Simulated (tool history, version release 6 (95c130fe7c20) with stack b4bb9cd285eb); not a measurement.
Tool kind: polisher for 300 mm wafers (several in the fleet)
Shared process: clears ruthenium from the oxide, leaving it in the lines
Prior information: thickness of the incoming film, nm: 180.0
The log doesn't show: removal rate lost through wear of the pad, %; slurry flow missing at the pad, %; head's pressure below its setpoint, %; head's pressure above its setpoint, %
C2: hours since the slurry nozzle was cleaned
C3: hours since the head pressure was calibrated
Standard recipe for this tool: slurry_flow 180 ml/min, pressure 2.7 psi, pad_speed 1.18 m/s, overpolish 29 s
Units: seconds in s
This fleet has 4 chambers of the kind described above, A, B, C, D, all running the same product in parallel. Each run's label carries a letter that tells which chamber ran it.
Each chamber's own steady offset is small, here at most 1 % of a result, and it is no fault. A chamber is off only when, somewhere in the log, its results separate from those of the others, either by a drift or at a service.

{"run": "1B", "day": 0.188, "slurry_flow": 180, "pressure": 2.7, "pad_speed": 1.18, "overpolish": 29, "wafers polished on this pad": 159, "C2": 53, "C3": 863, "seconds": 98.148}
{"run": "2A", "day": 0.333, "slurry_flow": 180, "pressure": 2.7, "pad_speed": 1.18, "overpolish": 29, "wafers polished on this pad": 404, "C2": 192.5, "C3": 307.8, "seconds": 96.922}
{"run": "3C", "day": 0.529, "slurry_flow": 180, "pressure": 2.7, "pad_speed": 1.18, "overpolish": 29, "wafers polished on this pad": 687, "C2": 289.3, "C3": 482.4, "seconds": 99.684}
{"run": "4D", "day": 0.767, "slurry_flow": 180, "pressure": 2.7, "pad_speed": 1.18, "overpolish": 29, "wafers polished on this pad": 415, "C2": 525.4, "C3": 138, "seconds": 95.265}
{"run": "5B", "day": 0.95, "slurry_flow": 180, "pressure": 2.7, "pad_speed": 1.18, "overpolish": 29, "wafers polished on this pad": 281, "C2": 71.3, "C3": 881.3, "seconds": 99.926}
{"run": "6C", "day": 1.175, "slurry_flow": 180, "pressure": 2.7, "pad_speed": 1.18, "overpolish": 29, "wafers polished on this pad": 790, "C2": 304.8, "C3": 497.9, "seconds": 94.568}
{"run": "7A", "day": 1.304, "slurry_flow": 180, "pressure": 2.7, "pad_speed": 1.18, "overpolish": 29, "wafers polished on this pad": 559, "C2": 215.8, "C3": 331.1, "seconds": 98.761}
{"run": "8D", "day": 1.525, "slurry_flow": 180, "pressure": 2.7, "pad_speed": 1.18, "overpolish": 29, "wafers polished on this pad": 537, "C2": 543.6, "C3": 156.2, "seconds": 96.712}
{"day": 1.542, "done": "chamber C: slurry nozzle cleaned"}
{"run": "9C", "day": 1.679, "slurry_flow": 180, "pressure": 2.7, "pad_speed": 1.18, "overpolish": 29, "wafers polished on this pad": 870, "C2": 3.4, "C3": 510, "seconds": 96.012}
{"run": "10A", "day": 1.929, "slurry_flow": 180, "pressure": 2.7, "pad_speed": 1.18, "overpolish": 29, "wafers polished on this pad": 659, "C2": 230.8, "C3": 346.1, "seconds": 96.667}
{"run": "11B", "day": 2.146, "slurry_flow": 180, "pressure": 2.7, "pad_speed": 1.18, "overpolish": 29, "wafers polished on this pad": 472, "C2": 100, "C3": 910, "seconds": 100.95}
{"run": "12D", "day": 2.317, "slurry_flow": 180, "pressure": 2.7, "pad_speed": 1.18, "overpolish": 29, "wafers polished on this pad": 663, "C2": 562.6, "C3": 175.2, "seconds": 99.114}
{"day": 2.454, "done": "chamber D: worn pad replaced by a new one"}
{"run": "13B", "day": 2.533, "slurry_flow": 180, "pressure": 2.7, "pad_speed": 1.18, "overpolish": 29, "wafers polished on this pad": 534, "C2": 109.3, "C3": 919.3, "seconds": 99.98}
{"run": "14D", "day": 2.662, "slurry_flow": 180, "pressure": 2.7, "pad_speed": 1.18, "overpolish": 29, "wafers polished on this pad": 33, "C2": 570.9, "C3": 183.5, "seconds": 97.549}
{"run": "15A", "day": 2.925, "slurry_flow": 180, "pressure": 2.7, "pad_speed": 1.18, "overpolish": 41, "wafers polished on this pad": 818, "C2": 254.7, "C3": 370, "seconds": 98.241}
{"day": 2.971, "done": "chamber A: slurry nozzle cleaned"}
{"run": "16C", "day": 3.108, "slurry_flow": 180, "pressure": 2.7, "pad_speed": 1.18, "overpolish": 41, "wafers polished on this pad": 1099, "C2": 37.7, "C3": 544.3, "seconds": 96.41}
{"run": "17A", "day": 3.288, "slurry_flow": 180, "pressure": 2.7, "pad_speed": 1.18, "overpolish": 41, "wafers polished on this pad": 876, "C2": 7.6, "C3": 378.7, "seconds": 98.647}
{"run": "18D", "day": 3.504, "slurry_flow": 180, "pressure": 2.7, "pad_speed": 1.18, "overpolish": 41, "wafers polished on this pad": 168, "C2": 591.1, "C3": 203.7, "seconds": 98.102}
{"day": 3.617, "done": "chamber B: worn pad replaced by a new one"}
{"run": "19B", "day": 3.708, "slurry_flow": 180, "pressure": 2.7, "pad_speed": 1.18, "overpolish": 29, "wafers polished on this pad": 14, "C2": 137.5, "C3": 947.5, "seconds": 97.61}
{"day": 3.846, "done": "chamber C: worn pad replaced by a new one"}
{"run": "20C", "day": 3.946, "slurry_flow": 180, "pressure": 2.7, "pad_speed": 1.18, "overpolish": 21, "wafers polished on this pad": 16, "C2": 57.8, "C3": 564.4, "seconds": 96.138}
{"run": "21C", "day": 4.175, "slurry_flow": 180, "pressure": 2.7, "pad_speed": 1.18, "overpolish": 21, "wafers polished on this pad": 53, "C2": 63.3, "C3": 569.9, "seconds": 99.803}
{"run": "22A", "day": 4.362, "slurry_flow": 180, "pressure": 2.7, "pad_speed": 1.18, "overpolish": 21, "wafers polished on this pad": 1048, "C2": 33.4, "C3": 404.5, "seconds": 99.212}
{"run": "23D", "day": 4.554, "slurry_flow": 180, "pressure": 2.7, "pad_speed": 1.18, "overpolish": 21, "wafers polished on this pad": 335, "C2": 616.3, "C3": 228.9, "seconds": 99.599}
{"day": 4.683, "done": "chamber A: worn pad replaced by a new one"}
{"run": "24B", "day": 4.742, "slurry_flow": 180, "pressure": 2.7, "pad_speed": 1.18, "overpolish": 29, "wafers polished on this pad": 179, "C2": 162.3, "C3": 972.3, "seconds": 99.634}
{"run": "25B", "day": 4.925, "slurry_flow": 180, "pressure": 3, "pad_speed": 1.18, "overpolish": 35, "wafers polished on this pad": 209, "C2": 166.7, "C3": 976.7, "seconds": 90.217}
{"run": "26D", "day": 5.188, "slurry_flow": 180, "pressure": 3, "pad_speed": 1.18, "overpolish": 35, "wafers polished on this pad": 437, "C2": 631.5, "C3": 244.1, "seconds": 88.535}
{"run": "27C", "day": 5.312, "slurry_flow": 180, "pressure": 3, "pad_speed": 1.18, "overpolish": 35, "wafers polished on this pad": 235, "C2": 90.6, "C3": 597.2, "seconds": 84.821}
{"run": "28A", "day": 5.496, "slurry_flow": 180, "pressure": 3, "pad_speed": 1.18, "overpolish": 35, "wafers polished on this pad": 130, "C2": 60.6, "C3": 431.7, "seconds": 90.022}
{"run": "29B", "day": 5.683, "slurry_flow": 180, "pressure": 2.7, "pad_speed": 1.18, "overpolish": 29, "wafers polished on this pad": 330, "C2": 184.9, "C3": 994.9, "seconds": 99.552}
{"run": "30A", "day": 5.921, "slurry_flow": 180, "pressure": 2.7, "pad_speed": 1.18, "overpolish": 29, "wafers polished on this pad": 198, "C2": 70.8, "C3": 441.9, "seconds": 96.808}
{"run": "31C", "day": 6.1, "slurry_flow": 180, "pressure": 2.7, "pad_speed": 1.18, "overpolish": 29, "wafers polished on this pad": 360, "C2": 109.5, "C3": 616.1, "seconds": 95.98}

Predict what each chamber gives when all 4 of them run the settings below next.
{"run": "32A", "day": 6.288, "slurry_flow": 180, "pressure": 2.7, "pad_speed": 1.18, "overpolish": 38, "seconds": "?"}
{"run": "32B", "day": 6.288, "slurry_flow": 180, "pressure": 2.7, "pad_speed": 1.18, "overpolish": 38, "seconds": "?"}
{"run": "32C", "day": 6.288, "slurry_flow": 180, "pressure": 2.7, "pad_speed": 1.18, "overpolish": 38, "seconds": "?"}
{"run": "32D", "day": 6.288, "slurry_flow": 180, "pressure": 2.7, "pad_speed": 1.18, "overpolish": 38, "seconds": "?"}

run=32A seconds=100.1
run=32B seconds=99.466
run=32C seconds=97.747
run=32D seconds=98.734

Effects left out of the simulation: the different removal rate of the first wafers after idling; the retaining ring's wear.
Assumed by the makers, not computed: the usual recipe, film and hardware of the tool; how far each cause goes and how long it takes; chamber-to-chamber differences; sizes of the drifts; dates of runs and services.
